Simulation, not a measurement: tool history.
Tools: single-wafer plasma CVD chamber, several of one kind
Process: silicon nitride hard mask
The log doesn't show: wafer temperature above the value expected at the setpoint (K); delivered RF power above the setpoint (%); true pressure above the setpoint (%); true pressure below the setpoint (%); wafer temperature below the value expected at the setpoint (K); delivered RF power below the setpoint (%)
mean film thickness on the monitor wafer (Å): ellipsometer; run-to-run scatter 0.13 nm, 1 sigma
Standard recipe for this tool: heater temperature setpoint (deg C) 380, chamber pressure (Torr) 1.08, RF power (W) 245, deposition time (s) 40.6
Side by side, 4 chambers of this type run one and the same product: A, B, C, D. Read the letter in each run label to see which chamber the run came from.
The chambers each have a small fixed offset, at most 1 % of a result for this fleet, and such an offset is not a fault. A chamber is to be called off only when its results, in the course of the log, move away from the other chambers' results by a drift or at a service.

| run | hour | heater temperature setpoint (deg C) | chamber pressure (Torr) | RF power (W) | deposition time (s) | hours since the last thermocouple change | hours since the last RF generator calibration | hours since the last manometer calibration | read-back reference wafer on the same gauge, thickness_nm | mean film thickness on the monitor wafer (Å) |
|---|---|---|---|---|---|---|---|---|---|---|
| 1B | 3.5 | 380 | 1.08 | 245 | 40.6 | 954.2 | 2037.0 | 812.9 | 35.617 | 360.78 |
| 2A | 8.2 | 380 | 1.08 | 245 | 40.6 | 1703.0 | 133.8 | 684.9 | 35.592 | 363.26 |
| 3D | 14.7 | 380 | 1.08 | 245 | 40.6 | 1738.1 | 436.7 | 259.4 | 35.594 | 361.79 |
| 4C | 21.8 | 380 | 1.08 | 245 | 40.6 | 1181.1 | 271.4 | 151.4 | 35.586 | 361.85 |
| 5B | 25.8 | 380 | 1.08 | 245 | 40.6 | 976.5 | 2059.3 | 835.2 | 35.604 | 360.13 |
| 6D | 32.1 | 380 | 1.08 | 245 | 40.6 | 1755.5 | 454.1 | 276.8 | 35.576 | 361.49 |
| 7C | 38.4 | 380 | 1.08 | 245 | 40.6 | 1197.7 | 288.0 | 168.0 | 35.615 | 361.29 |
| 8A | 45.2 | 380 | 1.08 | 245 | 40.6 | 1740.0 | 170.8 | 721.9 | 35.612 | 359.65 |
| 9A | 50.3 | 380 | 1.08 | 245 | 40.6 | 1745.1 | 175.9 | 727.0 | 35.596 | 363.08 |
| 10C | 56.6 | 380 | 1.08 | 245 | 40.6 | 1215.9 | 306.2 | 186.2 | 35.582 | 363.37 |
| 11B | 60.1 | 380 | 1.08 | 245 | 37.7 | 1010.8 | 2093.6 | 869.5 | 35.644 | 335.79 |
| 12D | 63.7 | 380 | 1.08 | 245 | 37.7 | 1787.1 | 485.7 | 308.4 | 35.603 | 336.33 |
| 13D | 68.8 | 380 | 1.08 | 245 | 37.7 | 1792.2 | 490.8 | 313.5 | 35.590 | 335.70 |
|  | 69.0 | chamber B: RF generator calibrated |
| 14B | 72.6 | 380 | 1.08 | 245 | 37.7 | 1023.3 | 3.7 | 882.0 | 35.650 | 334.07 |
| 15C | 78.8 | 380 | 1.08 | 245 | 40.6 | 1238.1 | 328.4 | 208.4 | 35.601 | 364.07 |
| 16A | 82.8 | 380 | 1.08 | 245 | 40.6 | 1777.6 | 208.4 | 759.5 | 35.627 | 363.31 |
| 17C | 87.4 | 380 | 1.08 | 245 | 40.6 | 1246.7 | 337.0 | 217.0 | 35.611 | 363.30 |
| 18D | 91.0 | 380 | 1.08 | 245 | 40.6 | 1814.4 | 513.0 | 335.7 | 35.609 | 359.57 |
| 19B | 97.2 | 380 | 1.08 | 245 | 40.6 | 1047.9 | 28.3 | 906.6 | 35.612 | 359.29 |
| 20A | 104.0 | 380 | 1.08 | 245 | 40.6 | 1798.8 | 229.6 | 780.7 | 35.614 | 360.10 |
| 21B | 109.0 | 380 | 1.08 | 245 | 40.6 | 1059.7 | 40.1 | 918.4 | 35.609 | 360.40 |
| 22C | 115.3 | 380 | 1.08 | 245 | 40.6 | 1274.6 | 364.9 | 244.9 | 35.586 | 362.16 |
| 23A | 118.5 | 380 | 1.08 | 245 | 40.6 | 1813.3 | 244.1 | 795.2 | 35.587 | 361.75 |
| 24D | 122.9 | 380 | 1.08 | 245 | 40.6 | 1846.3 | 544.9 | 367.6 | 35.605 | 357.28 |
| 25A | 127.8 | 380 | 1.08 | 245 | 40.6 | 1822.6 | 253.4 | 804.5 | 35.623 | 360.81 |
| 26B | 133.1 | 380 | 1.08 | 210 | 40.6 | 1083.8 | 64.2 | 942.5 | 35.621 | 321.72 |
| 27D | 136.5 | 380 | 1.08 | 210 | 40.6 | 1859.9 | 558.5 | 381.2 | 35.584 | 317.72 |
| 28C | 141.4 | 380 | 1.08 | 210 | 40.6 | 1300.7 | 391.0 | 271.0 | 35.592 | 323.87 |
| 29C | 147.3 | 380 | 1.08 | 210 | 40.6 | 1306.6 | 396.9 | 276.9 | 35.594 | 324.11 |
| 30B | 150.8 | 380 | 1.08 | 245 | 40.6 | 1101.5 | 81.9 | 960.2 | 35.577 | 362.75 |
| 31A | 155.5 | 380 | 1.08 | 245 | 40.6 | 1850.3 | 281.1 | 832.2 | 35.626 | 361.84 |
| 32D | 161.4 | 380 | 1.08 | 245 | 40.6 | 1884.8 | 583.4 | 406.1 | 35.592 | 358.02 |
| 33D | 166.1 | 380 | 1.08 | 245 | 40.6 | 1889.5 | 588.1 | 410.8 | 35.569 | 355.83 |
| 34C | 170.3 | 380 | 1.08 | 245 | 40.6 | 1329.6 | 419.9 | 299.9 | 35.612 | 362.86 |
| 35B | 174.5 | 380 | 1.08 | 245 | 40.6 | 1125.2 | 105.6 | 983.9 | 35.629 | 358.89 |
| 36A | 179.9 | 380 | 1.08 | 245 | 40.6 | 1874.7 | 305.5 | 856.6 | 35.582 | 361.42 |
| 37B | 183.6 | 380 | 1.08 | 245 | 40.6 | 1134.3 | 114.7 | 993.0 | 35.590 | 361.88 |
| 38C | 187.6 | 380 | 1.08 | 245 | 40.6 | 1346.9 | 437.2 | 317.2 | 35.567 | 362.15 |
| 39A | 193.3 | 380 | 1.08 | 245 | 40.6 | 1888.1 | 318.9 | 870.0 | 35.600 | 360.82 |
| 40D | 198.8 | 380 | 1.08 | 245 | 40.6 | 1922.2 | 620.8 | 443.5 | 35.591 | 352.49 |
| 41C | 205.0 | 380 | 1.08 | 245 | 40.6 | 1364.3 | 454.6 | 334.6 | 35.579 | 362.07 |
| 42B | 209.1 | 380 | 1.08 | 245 | 40.6 | 1159.8 | 140.2 | 1018.5 | 35.608 | 358.45 |
| 43D | 213.3 | 380 | 1.08 | 245 | 40.6 | 1936.7 | 635.3 | 458.0 | 35.576 | 354.70 |

Which is it: a chamber that has drifted or been left off by a service, a gauge drift common to all chambers, or only each chamber's usual small offset? If a chamber is off, name it and its likeliest cause.

It is chamber D that slowly wanders off from its peers.
Cause: delivered RF power below the setpoint (%) = 3.42.
Not necessarily distinguishable in this log from: true pressure below the setpoint (%).

Here are 4 candidates for chamber D's next run, each the usual settings with a change, their results left as question marks. Which one brings its results back in line with what the others give on the usual settings?
Maximum distance from the other chambers' mean on the usual settings for a result to count as in line: mean film thickness on the monitor wafer (Å) 4.40
| 44D-1 | 218.5 | 380 | 1.09 | 245 | 41.4 |  |  |  |  | ? |
| 44D-2 | 218.5 | 380 | 1.12 | 260 | 40.6 |  |  |  |  | ? |
| 44D-3 | 218.5 | 380 | 1.06 | 240 | 39.4 |  |  |  |  | ? |
| 44D-4 | 218.5 | 380 | 1.07 | 245 | 39.8 |  |  |  |  | ? |

Mean of the other chambers on the usual settings: mean film thickness on the monitor wafer (Å) 361.55
| run | mean film thickness on the monitor wafer (Å) |
|---|---|
| 44D-1 | 361.79 |
| 44D-2 | 373.59 |
| 44D-3 | 336.11 |
| 44D-4 | 345.64 |
Change 44D-1 lands the chamber within the allowed miss of the other chambers.

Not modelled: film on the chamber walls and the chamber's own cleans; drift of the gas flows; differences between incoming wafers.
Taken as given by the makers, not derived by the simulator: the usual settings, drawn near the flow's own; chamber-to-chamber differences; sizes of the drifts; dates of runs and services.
